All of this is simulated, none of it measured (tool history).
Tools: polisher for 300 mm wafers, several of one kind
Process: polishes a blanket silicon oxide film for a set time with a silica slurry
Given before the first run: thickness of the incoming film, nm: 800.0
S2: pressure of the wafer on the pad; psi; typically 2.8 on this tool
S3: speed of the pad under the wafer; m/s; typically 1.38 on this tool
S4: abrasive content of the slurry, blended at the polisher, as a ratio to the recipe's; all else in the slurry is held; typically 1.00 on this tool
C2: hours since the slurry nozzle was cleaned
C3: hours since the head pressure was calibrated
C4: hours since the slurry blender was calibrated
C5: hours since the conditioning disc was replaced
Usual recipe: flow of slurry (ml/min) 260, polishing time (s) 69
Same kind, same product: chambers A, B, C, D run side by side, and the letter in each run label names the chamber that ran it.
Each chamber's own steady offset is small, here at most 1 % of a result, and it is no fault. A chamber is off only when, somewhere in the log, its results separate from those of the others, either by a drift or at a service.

Run 1A, hour 3.0: usual settings; wafers polished on this pad 545; C2 490.0; C3 350.4; C4 138.0; C5 23.8. Result: film removed (angstrom) 1707.7.
Run 2C, hour 6.9: usual settings; wafers polished on this pad 308; C2 291.2; C3 95.4; C4 85.8; C5 20.0. Result: film removed (angstrom) 1713.0.
Run 3B, hour 10.2: usual settings; wafers polished on this pad 1055; C2 151.0; C3 837.7; C4 277.0; C5 34.8. Result: film removed (angstrom) 1704.5.
Run 4D, hour 14.3: usual settings; wafers polished on this pad 703; C2 211.3; C3 724.1; C4 158.8; C5 75.0. Result: film removed (angstrom) 1708.8.
Run 5C, hour 18.4: usual settings; wafers polished on this pad 398; C2 302.7; C3 106.9; C4 97.3; C5 31.5. Result: film removed (angstrom) 1711.6.
Run 6D, hour 24.0: usual settings; wafers polished on this pad 779; C2 221.0; C3 733.8; C4 168.5; C5 84.7. Result: film removed (angstrom) 1678.6.
Run 7A, hour 29.1: usual settings; wafers polished on this pad 750; C2 516.1; C3 376.5; C4 164.1; C5 49.9. Result: film removed (angstrom) 1697.3.
At hour 30.6: chamber D: worn pad replaced by a new one.
Run 8B, hour 33.2: usual settings; wafers polished on this pad 1236; C2 174.0; C3 860.7; C4 300.0; C5 57.8. Result: film removed (angstrom) 1714.0.
Run 9B, hour 36.0: usual settings; wafers polished on this pad 1258; C2 176.8; C3 863.5; C4 302.8; C5 60.6. Result: film removed (angstrom) 1725.8.
Run 10C, hour 39.3: usual settings; wafers polished on this pad 562; C2 323.6; C3 127.8; C4 118.2; C5 52.4. Result: film removed (angstrom) 1714.7.
At hour 42.2: chamber A: slurry nozzle cleaned.
Run 11D, hour 43.3: usual settings but flow of slurry (ml/min) 315, polishing time (s) 81; wafers polished on this pad 99; C2 240.3; C3 753.1; C4 187.8; C5 104.0. Result: film removed (angstrom) 2015.7.
Run 12A, hour 48.0: usual settings but flow of slurry (ml/min) 315, polishing time (s) 81; wafers polished on this pad 898; C2 5.8; C3 395.4; C4 183.0; C5 68.8. Result: film removed (angstrom) 2007.7.
Run 13D, hour 53.4: usual settings but flow of slurry (ml/min) 315, polishing time (s) 81; wafers polished on this pad 179; C2 250.4; C3 763.2; C4 197.9; C5 114.1. Result: film removed (angstrom) 2027.1.
Run 14A, hour 56.7: usual settings but flow of slurry (ml/min) 315, polishing time (s) 81; wafers polished on this pad 966; C2 14.5; C3 404.1; C4 191.7; C5 77.5. Result: film removed (angstrom) 2035.0.
At hour 58.4: chamber B: worn pad replaced by a new one.
Run 15C, hour 60.6: usual settings; wafers polished on this pad 729; C2 344.9; C3 149.1; C4 139.5; C5 73.7. Result: film removed (angstrom) 1709.3.
Run 16B, hour 65.6: usual settings but S4 0.80, polishing time (s) 81; wafers polished on this pad 57; C2 206.4; C3 893.1; C4 332.4; C5 90.2. Result: film removed (angstrom) 1806.1.
Run 17C, hour 69.3: usual settings but S4 0.80, polishing time (s) 81; wafers polished on this pad 797; C2 353.6; C3 157.8; C4 148.2; C5 82.4. Result: film removed (angstrom) 1790.0.
Run 18D, hour 74.9: usual settings but S4 0.80, polishing time (s) 81; wafers polished on this pad 347; C2 271.9; C3 784.7; C4 219.4; C5 135.6. Result: film removed (angstrom) 1800.0.
Run 19A, hour 78.3: usual settings but S4 0.80, polishing time (s) 81; wafers polished on this pad 1136; C2 36.1; C3 425.7; C4 213.3; C5 99.1. Result: film removed (angstrom) 1809.2.
At hour 82.1: chamber C: worn pad replaced by a new one.
Run 20B, hour 83.1: usual settings; wafers polished on this pad 194; C2 223.9; C3 910.6; C4 349.9; C5 107.7. Result: film removed (angstrom) 1720.1.
At hour 83.6: chamber A: worn pad replaced by a new one.
Run 21C, hour 87.0: usual settings but S4 1.20, polishing time (s) 82; wafers polished on this pad 39; C2 371.3; C3 175.5; C4 165.9; C5 100.1. Result: film removed (angstrom) 2154.1.
Run 22D, hour 90.8: usual settings but S4 1.20, polishing time (s) 82; wafers polished on this pad 472; C2 287.8; C3 800.6; C4 235.3; C5 151.5. Result: film removed (angstrom) 2203.3.
Run 23B, hour 94.4: usual settings but S4 1.20, polishing time (s) 82; wafers polished on this pad 283; C2 235.2; C3 921.9; C4 361.2; C5 119.0. Result: film removed (angstrom) 2208.4.
At hour 98.9: chamber C: slurry blender recalibrated.
Run 24A, hour 99.7: usual settings but S4 1.20, polishing time (s) 82; wafers polished on this pad 127; C2 57.5; C3 447.1; C4 234.7; C5 120.5. Result: film removed (angstrom) 2160.2.
At hour 102.3: chamber C: slurry nozzle cleaned.
At hour 102.9: chamber D: head pressure recalibrated.
Run 25D, hour 103.0: usual settings but S3 1.82 m/s; wafers polished on this pad 568; C2 300.0; C3 0.1; C4 247.5; C5 163.7. Result: film removed (angstrom) 1958.0.
Run 26A, hour 109.1: usual settings but S3 1.82 m/s; wafers polished on this pad 200; C2 66.9; C3 456.5; C4 244.1; C5 129.9. Result: film removed (angstrom) 2130.4.
At hour 111.1: chamber B: slurry blender recalibrated.
Run 27B, hour 113.2: usual settings but S3 1.82 m/s; wafers polished on this pad 430; C2 254.0; C3 940.7; C4 2.1; C5 137.8. Result: film removed (angstrom) 2140.9.
Run 28C, hour 116.7: usual settings but S3 1.82 m/s; wafers polished on this pad 272; C2 14.5; C3 205.2; C4 17.8; C5 129.8. Result: film removed (angstrom) 2182.5.
Run 29B, hour 122.0: usual settings; wafers polished on this pad 500; C2 262.8; C3 949.5; C4 10.9; C5 146.6. Result: film removed (angstrom) 1698.6.
Run 30D, hour 127.1: usual settings but S3 1.14 m/s; wafers polished on this pad 757; C2 324.1; C3 24.2; C4 271.6; C5 187.8. Result: film removed (angstrom) 1384.9.
Run 31C, hour 131.0: usual settings but S3 1.14 m/s; wafers polished on this pad 384; C2 28.8; C3 219.5; C4 32.1; C5 144.1. Result: film removed (angstrom) 1446.2.
Run 32A, hour 135.7: usual settings but S3 1.14 m/s; wafers polished on this pad 409; C2 93.5; C3 483.1; C4 270.7; C5 156.5. Result: film removed (angstrom) 1484.6.
Run 33A, hour 138.4: usual settings but S3 1.14 m/s; wafers polished on this pad 430; C2 96.2; C3 485.8; C4 273.4; C5 159.2. Result: film removed (angstrom) 1468.2.
At hour 138.8: chamber D: worn pad replaced by a new one.
At hour 139.1: chamber A: slurry blender recalibrated.
Run 34B, hour 142.9: usual settings; wafers polished on this pad 664; C2 283.7; C3 970.4; C4 31.8; C5 167.5. Result: film removed (angstrom) 1727.1.
Run 35D, hour 147.4: usual settings; wafers polished on this pad 67; C2 344.4; C3 44.5; C4 291.9; C5 208.1. Result: film removed (angstrom) 1595.5.
Run 36C, hour 151.3: usual settings; wafers polished on this pad 543; C2 49.1; C3 239.8; C4 52.4; C5 164.4. Result: film removed (angstrom) 1698.7.
Run 37A, hour 157.0: usual settings; wafers polished on this pad 576; C2 114.8; C3 504.4; C4 18.0; C5 177.8. Result: film removed (angstrom) 1687.5.
Run 38C, hour 160.0: usual settings; wafers polished on this pad 612; C2 57.8; C3 248.5; C4 61.1; C5 173.1. Result: film removed (angstrom) 1719.4.
Run 39B, hour 163.6: usual settings; wafers polished on this pad 826; C2 304.4; C3 991.1; C4 52.5; C5 188.2. Result: film removed (angstrom) 1674.2.
Run 40D, hour 167.8: usual settings; wafers polished on this pad 228; C2 364.8; C3 64.9; C4 312.3; C5 228.5. Result: film removed (angstrom) 1580.4.
Run 41C, hour 171.7: usual settings but S4 1.15; wafers polished on this pad 704; C2 69.5; C3 260.2; C4 72.8; C5 184.8. Result: film removed (angstrom) 1774.6.
Run 42B, hour 175.4: usual settings but S4 1.15; wafers polished on this pad 919; C2 316.2; C3 1002.9; C4 64.3; C5 200.0. Result: film removed (angstrom) 1823.3.
Run 43A, hour 179.8: usual settings but S4 1.15; wafers polished on this pad 755; C2 137.6; C3 527.2; C4 40.8; C5 200.6. Result: film removed (angstrom) 1834.8.

Is one chamber out of step, is the gauge drifting, or do the chambers differ by no more than their own small offsets? For an off chamber, give its letter and the likeliest cause.

After it was serviced, chamber D no longer matches the other chambers.
Cause: head's pressure below its setpoint, % = 7.03.

Chamber D could run next with any of the 4 candidate recipes listed below; each alters the usual settings, and their results appear as question marks. Which one brings its results back in line with what the other chambers deliver on the usual settings?
To be in line, a result may differ from the other chambers' mean on the usual settings by at most: film removed (angstrom) 59.0
Run 44D-1, hour 184.3: usual settings but polishing time (s) 70. Result: film removed (angstrom) ?.
Run 44D-2, hour 184.3: usual settings but S2 2.7 psi, polishing time (s) 66. Result: film removed (angstrom) ?.
Run 44D-3, hour 184.3: usual settings but S2 2.9 psi, S3 1.44 m/s. Result: film removed (angstrom) ?.
Run 44D-4, hour 184.3: usual settings but S3 1.36 m/s, polishing time (s) 68. Result: film removed (angstrom) ?.

Usual-settings mean across the other chambers: film removed (angstrom) 1709.1
  run  film removed (angstrom)
44D-1                   1605.1
44D-2                   1459.8
44D-3                   1694.1
44D-4                   1541.4
The right change is 44D-3: it brings the chamber back within the allowed miss of the others.
